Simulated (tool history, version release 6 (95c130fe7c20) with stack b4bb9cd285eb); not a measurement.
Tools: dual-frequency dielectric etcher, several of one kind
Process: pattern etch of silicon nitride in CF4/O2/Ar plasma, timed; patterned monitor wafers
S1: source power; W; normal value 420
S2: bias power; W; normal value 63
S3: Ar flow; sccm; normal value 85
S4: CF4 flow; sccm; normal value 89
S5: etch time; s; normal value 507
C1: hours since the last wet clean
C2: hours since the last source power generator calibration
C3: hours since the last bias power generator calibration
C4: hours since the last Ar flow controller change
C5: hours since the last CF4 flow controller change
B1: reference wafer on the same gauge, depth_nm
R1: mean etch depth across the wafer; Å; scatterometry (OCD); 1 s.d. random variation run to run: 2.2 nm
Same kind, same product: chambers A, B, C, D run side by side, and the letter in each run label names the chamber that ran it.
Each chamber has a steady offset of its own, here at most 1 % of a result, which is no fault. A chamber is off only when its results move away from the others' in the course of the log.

run     day   S1  S2  S3  S4     S5     C1      C2      C3      C4      C5      B1      R1
 1A   0.554  420  63  85  89    507  225.2  1733.9   869.4     653  1972.4  822.34  9127.5
 2D   0.883  420  63  85  89    507  243.6  3166.7  1626.4  1761.6  2873.4  821.53  9209.2
 3C   1.158  420  63  85  89    507  490.9   333.4   204.8  3875.5  3025.5  822.04  9069.1
      1.292  -- chamber B: wet clean of the chamber
 4B   1.542  420  63  85  89    507    6.1    1273   842.2  1665.7   745.4  821.37  9120.1
 5D   1.792  420  63  85  89    507  265.4  3188.5  1648.2  1783.4  2895.2  821.46  9166.3
 6A   2.088  420  63  85  89    507    262  1770.7   906.2   689.8  2009.2  821.36  9104.2
 7B   2.371  420  63  85  89    507     26  1292.9   862.1  1685.6   765.3  821.46  9069.1
 8C   2.733  420  63  85  89    507  528.7   371.2   242.6  3913.3  3063.3  822.15  9040.3
 9A   3.138  420  63  85  89    507  287.2  1795.9   931.4     715  2034.4  821.83  9114.9
      3.421  -- chamber C: wet clean of the chamber
10D   3.596  420  63  85  89    507  308.7  3231.8  1691.5  1826.7  2938.5  821.59  9189.2
11C   4.046  420  63  85  89    507     15   402.7   274.1  3944.8  3094.8  822.28  9141.5
12B   4.558  420  63  85  89    507   78.5  1345.4   914.6  1738.1   817.8  821.89  9107.2
13D   4.921  420  63  85  89    507  340.5  3263.6  1723.3  1858.5  2970.3   822.1  9132.1
14B   5.267  420  63  85  89    507   95.5  1362.4   931.6  1755.1   834.8  821.92  9158.1
15C   5.562  420  63  85  89    507   51.4   439.1   310.5  3981.2  3131.2  821.69  9070.4
16A   6.046  420  63  85  89    507    357  1865.7  1001.2   784.8  2104.2  822.08  9109.8
17C   6.383  420  63  85  89    507   71.1   458.8   330.2  4000.9  3150.9   822.1  9111.1
18D   6.688  420  63  85  89    507  382.9    3306  1765.7  1900.9  3012.7  822.18  9179.5
19B   7.217  420  63  85  89    507  142.3  1409.2   978.4  1801.9   881.6  822.44  9122.7
20A   7.738  420  63  85  89    507  397.6  1906.3  1041.8   825.4  2144.8  822.28  9101.1
21C    8.15  420  63  85  89    507  113.5   501.2   372.6  4043.3  3193.3  822.47  9087.8
      8.358  -- chamber A: source power generator calibrated
22B   8.425  420  63  85  89    507  171.3  1438.2  1007.4  1830.9   910.6  822.39  9120.4
23D   8.938  420  63  85  89    507  436.9    3360  1819.7  1954.9  3066.7  822.19  9121.7
24A   9.346  420  63  85  89    507  436.2    23.7  1080.4     864  2183.4  821.85  9200.8
25A   9.883  420  63  85  89    507  449.1    36.6  1093.3   876.9  2196.3  821.86  9195.6
      9.896  -- chamber D: Ar flow controller replaced
26B  10.333  420  63  85  89    507  217.1    1484  1053.2  1876.7   956.4  821.97  9091.9
27C    10.8  420  63  74  89  373.5  177.1   564.8   436.2  4106.9  3256.9   822.3  6838.9
28D  11.062  420  63  74  89  373.5  487.9    3411  1870.7      28  3117.7   821.7  6892.9
     11.246  -- chamber D: wet clean of the chamber
29B  11.483  420  63  74  89  373.5  244.7  1511.6  1080.8  1904.3     984   822.3  6808.7
30D  11.992  420  63  74  89  373.5     18  3433.3    1893    50.3    3140  821.74  6858.1
31C  12.358  420  63  85  89    507  214.5   602.2   473.6  4144.3  3294.3  822.05  9115.7
32A  12.738  420  57  85  89    507  517.6   105.1  1161.8   945.4  2264.8  822.31  8973.1
33B  13.092  420  57  85  89    507  283.3  1550.2  1119.4  1942.9  1022.6  821.93  8753.3
34D  13.633  420  57  85  89    507   57.4  3472.7  1932.4    89.7  3179.4  821.84  8823.4
     14.025  -- chamber C: Ar flow controller replaced
35A  14.196  420  57  85  89    507  552.6   140.1  1196.8   980.4  2299.8  821.89  8957.3
36C  14.738  420  63  85  89    507  271.6   659.3   530.7    17.1  3351.4  822.12  9129.2
37C  15.071  420  63  85  89    507  279.6   667.3   538.7    25.1  3359.4  822.06  9119.6
38D  15.533  420  63  85  89    507    103  3518.3    1978   135.3    3225  822.02  9173.7

Decide between three cases: one chamber stands off from its peers, the gauge reading all wafers drifts, or nothing is wrong past each chamber's small offset. Where a chamber is off, say which and what most likely put it there.

Chamber A drifts away from the others.
Likeliest cause: etch rate over this chamber's usual, % = 3.25.

Chamber A could run next with any of the 4 candidate recipes listed below; each alters the usual settings, and their results appear as question marks. Which one brings its results back in line with what the other chambers deliver on the usual settings?
Counts as in line when no further than this from what the other chambers average on the usual settings: R1 79 Å
39A-1  15.938  420  63  85   77  507                           ?
39A-2  15.938  420  63  73  101  507                           ?
39A-3  15.938  420  63  85   89  513                           ?
39A-4  15.938  420  63  85   70  507                           ?

The mean the other chambers reach with the usual settings: R1 9132.8 Å
  run      R1
39A-1  9265.7
39A-2  9688.2
39A-3  9528.7
39A-4  9163.2
The right change is 39A-4: it brings the chamber back within the allowed miss of the others.
